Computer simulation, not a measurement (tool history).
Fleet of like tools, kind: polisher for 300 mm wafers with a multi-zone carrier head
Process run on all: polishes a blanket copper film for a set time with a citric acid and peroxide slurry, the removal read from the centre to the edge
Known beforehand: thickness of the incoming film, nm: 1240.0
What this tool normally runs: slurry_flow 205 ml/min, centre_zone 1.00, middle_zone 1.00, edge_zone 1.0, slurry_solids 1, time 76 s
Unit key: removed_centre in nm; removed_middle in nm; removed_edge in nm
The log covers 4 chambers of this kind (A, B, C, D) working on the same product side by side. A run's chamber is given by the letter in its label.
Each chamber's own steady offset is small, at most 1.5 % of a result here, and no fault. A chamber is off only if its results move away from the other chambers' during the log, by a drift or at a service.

run	day	slurry_flow	centre_zone	middle_zone	edge_zone	slurry_solids	time	wafers polished on this pad	hours since the slurry nozzle was cleaned	hours since the centre zone pressure was calibrated	hours since the edge zone pressure was calibrated	removed_centre	removed_middle	removed_edge
# day 0.275: chamber D: slurry nozzle cleaned
1D	0.404	205	1.00	1.00	1.0	1	76	974	3.2	218.1	423.7	167.110	167.65	168.41
2A	0.733	205	1.00	1.00	1.0	1	76	1149	251.4	355.9	368.1	166.920	168.07	167.50
3C	1.096	205	1.00	1.00	1.0	1	76	687	845.8	986.9	143.9	166.710	169.17	171.35
4B	1.538	205	1.00	1.00	1.0	1	76	500	312.8	555.0	712.0	170.280	170.96	167.21
5A	1.842	205	1.00	1.00	1.0	1	76	1434	278.0	382.5	394.7	167.070	170.88	169.46
# day 1.871: chamber A: worn pad replaced by a new one
# day 2.104: chamber D: worn pad replaced by a new one
6D	2.283	205	1.00	1.00	1.0	1	76	46	48.3	263.2	468.8	167.560	170.21	170.06
# day 2.296: chamber C: worn pad replaced by a new one
7B	2.612	205	1.00	1.00	1.0	1	76	777	338.6	580.8	737.8	168.760	172.31	170.08
# day 2.929: chamber B: worn pad replaced by a new one
# day 2.929: chamber A: centre zone pressure recalibrated
8C	3.054	205	1.00	1.00	1.0	1	76	195	892.8	1033.9	190.9	166.990	168.65	168.86
9C	3.325	205	1.00	1.00	1.0	1	76	265	899.3	1040.4	197.4	167.070	167.93	167.10
10D	3.779	205	1.00	1.00	1.0	1	76	431	84.2	299.1	504.7	165.640	170.99	168.39
# day 4.121: chamber C: slurry nozzle cleaned
11B	4.154	140	1.00	1.00	1.0	1	88	315	375.6	617.8	774.8	181.970	185.35	186.34
12A	4.504	140	1.00	1.00	1.0	1	88	678	341.9	37.9	458.6	180.130	180.12	184.67
13C	4.762	140	1.00	1.00	1.0	1	88	634	15.4	1074.9	231.9	177.910	181.39	184.81
14A	5.204	140	1.00	1.00	1.0	1	88	858	358.7	54.7	475.4	179.240	182.22	188.93
15D	5.458	205	1.00	1.00	1.0	1	76	863	124.5	339.4	545.0	165.370	166.78	169.45
16B	5.750	205	1.00	1.00	1.0	1	76	725	413.9	656.1	813.1	169.330	166.95	171.28
17D	6.033	205	1.00	1.00	1.0	1	90	1011	138.3	353.2	558.8	199.750	195.25	203.83
# day 6.108: chamber B: worn pad replaced by a new one
18B	6.258	205	1.00	1.00	1.0	1	90	39	426.1	668.3	825.3	201.700	202.60	198.25
# day 6.525: chamber D: worn pad replaced by a new one
19A	6.554	205	1.00	1.00	1.0	1	90	1205	391.1	87.1	507.8	197.640	198.75	200.14
# day 6.854: chamber C: worn pad replaced by a new one
20C	6.862	205	1.00	1.00	1.0	1	90	2	65.8	1125.3	282.3	199.490	196.93	198.66
# day 7.012: chamber D: edge zone pressure recalibrated
21C	7.092	205	1.00	1.00	1.0	1	76	61	71.3	1130.8	287.8	166.140	164.93	167.94
# day 7.350: chamber A: slurry nozzle cleaned
22B	7.579	205	1.00	1.00	1.0	1	76	378	457.8	700.0	857.0	168.640	164.08	168.74
# day 7.646: chamber C: centre zone pressure recalibrated
# day 7.754: chamber A: worn pad replaced by a new one
# day 7.925: chamber A: edge zone pressure recalibrated
23D	8.042	205	1.00	1.00	1.0	1	76	390	186.5	401.4	24.8	167.930	167.58	167.99
24A	8.496	205	1.00	1.00	1.0	1	76	191	27.6	133.7	13.8	167.420	166.63	170.83
# day 8.792: chamber D: centre zone pressure recalibrated
25A	8.912	205	1.00	1.00	1.1	1	58	298	37.6	143.7	23.8	127.970	126.79	134.31
# day 9.317: chamber B: worn pad replaced by a new one
26B	9.350	205	1.00	1.00	1.1	1	58	9	500.3	742.5	899.5	128.560	128.49	135.64
27C	9.600	205	1.00	1.00	1.1	1	58	707	131.5	46.9	348.0	116.860	127.25	136.14
28D	10.017	205	1.00	1.00	1.1	1	58	898	233.9	29.5	72.2	126.110	131.32	135.03
29D	10.425	205	1.00	1.00	1.0	1	76	1003	243.7	39.3	82.0	165.300	168.53	167.74
30B	10.762	205	0.93	1.00	1.0	1	52	372	534.2	776.4	933.4	105.460	116.36	116.49
31C	11.150	205	0.93	1.00	1.0	1	52	1105	168.7	84.1	385.2	97.476	114.61	116.20
# day 11.350: chamber C: worn pad replaced by a new one
32A	11.450	205	0.93	1.00	1.0	1	52	951	98.5	204.6	84.7	105.860	115.62	115.11
# day 11.633: chamber D: worn pad replaced by a new one
33A	11.804	205	0.93	1.00	1.0	1	52	1042	107.0	213.1	93.2	104.960	115.90	114.73
34D	12.042	205	1.00	1.00	1.0	1	76	105	282.5	78.1	120.8	166.630	168.57	169.14
# day 12.333: chamber B: worn pad replaced by a new one
35C	12.517	205	1.00	1.07	1.0	1	76	300	201.5	116.9	418.0	152.570	180.61	173.68
36B	13.021	205	1.00	1.07	1.0	1	76	177	588.4	830.6	987.6	167.220	177.38	166.35
# day 13.112: chamber D: slurry nozzle cleaned
37B	13.362	205	1.00	1.07	1.0	1	76	264	596.6	838.8	995.8	168.000	179.64	170.20
# day 13.492: chamber A: worn pad replaced by a new one
38C	13.621	205	1.00	1.07	1.0	1	76	584	228.0	143.4	444.5	151.110	179.00	172.75
39A	13.958	205	1.00	1.00	1.0	1	76	120	158.7	264.8	144.9	169.220	167.65	165.50
40D	14.446	205	1.00	1.00	1.0	1	76	724	32.0	135.8	178.5	167.670	168.88	168.26
41A	14.921	205	1.00	1.00	1.0	1	76	368	181.8	287.9	168.0	167.100	163.10	171.56
# day 15.333: chamber B: worn pad replaced by a new one
42B	15.367	205	1.00	1.00	1.0	1	76	9	644.7	886.9	1043.9	168.630	166.62	165.53

All chambers now run identical settings, listed one chamber a line with results as question marks. What results will each chamber show?
43A	15.738	205	1.00	1.00	1.0	1	76					?	?	?
43B	15.738	205	1.00	1.00	1.0	1	76					?	?	?
43C	15.738	205	1.00	1.00	1.0	1	76					?	?	?
43D	15.738	205	1.00	1.00	1.0	1	76					?	?	?

run	removed_centre	removed_middle	removed_edge
43A	169.100	164.28	168.00
43B	170.440	165.07	167.99
43C	151.900	169.36	170.27
43D	166.860	169.25	169.94
